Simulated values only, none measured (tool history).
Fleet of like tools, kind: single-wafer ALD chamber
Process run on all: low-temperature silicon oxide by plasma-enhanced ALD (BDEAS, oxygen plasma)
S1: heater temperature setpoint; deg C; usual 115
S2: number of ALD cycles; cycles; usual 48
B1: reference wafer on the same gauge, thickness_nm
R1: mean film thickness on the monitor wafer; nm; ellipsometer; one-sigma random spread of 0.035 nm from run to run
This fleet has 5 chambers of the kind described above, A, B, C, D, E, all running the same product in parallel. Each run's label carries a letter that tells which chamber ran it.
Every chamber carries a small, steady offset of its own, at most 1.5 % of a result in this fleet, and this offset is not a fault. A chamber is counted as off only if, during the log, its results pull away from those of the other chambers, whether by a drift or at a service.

run,hour,S1,S2,B1,R1
1B,5.4,115,48,6.2994,6.5775
2A,10.7,115,48,6.3004,6.6455
3C,13.7,115,48,6.295,6.6398
4D,17.5,115,48,6.2913,6.5407
5E,22.8,115,48,6.297,6.5542
6A,26.6,115,48,6.3015,6.6556
7C,30.9,115,48,6.308,6.741
8D,35.1,115,48,6.293,6.5599
9E,39.4,115,48,6.3026,6.6783
10B,43.2,115,48,6.298,6.6864
11B,47.6,115,48,6.299,6.6464
12D,50.2,115,48,6.3051,6.6091
13C,54.4,115,48,6.3037,6.7264
14E,56.8,115,48,6.2952,6.6262
15A,61.6,115,48,6.3011,6.6264
16B,66,115,48,6.2989,6.6292
17D,69.5,115,48,6.2937,6.5879
18E,72.1,115,48,6.3032,6.6937
19C,75.6,115,48,6.3045,6.658
20A,79.5,115,48,6.3007,6.5496
21E,83.5,115,48,6.2965,6.6743
22C,87.7,115,48,6.2929,6.6731
23B,90.6,115,48,6.2981,6.6111
24A,93.7,115,48,6.3014,6.6592
25D,96.2,115,48,6.2918,6.6049
26D,98.6,115,48,6.3004,6.5153
27B,102.2,115,48,6.2975,6.6271
28C,105.9,115,48,6.2983,6.6609
29A,110.3,115,48,6.3049,6.6897
30E,112.9,106,48,6.2968,6.7171
31A,115.3,106,48,6.3099,6.7132
32D,117.7,106,48,6.294,6.6808
33C,121.1,106,48,6.2967,6.802
34B,124.2,106,48,6.2957,6.7665
35E,128.3,115,48,6.2908,6.6537
36A,133.1,115,48,6.299,6.6562
37D,138.1,115,48,6.3082,6.5986
38B,142.8,115,48,6.2998,6.7189
39C,145.8,115,48,6.2987,6.6871
40E,148.8,115,48,6.3006,6.6839

The same settings go to every chamber for the next run, one line per chamber below. Forecast the results for each:
41A,152.6,115,48,,?
41B,152.6,115,48,,?
41C,152.6,115,48,,?
41D,152.6,115,48,,?
41E,152.6,115,48,,?

run,R1
41A,6.5767
41B,6.6806
41C,6.7354
41D,6.5735
41E,6.6375
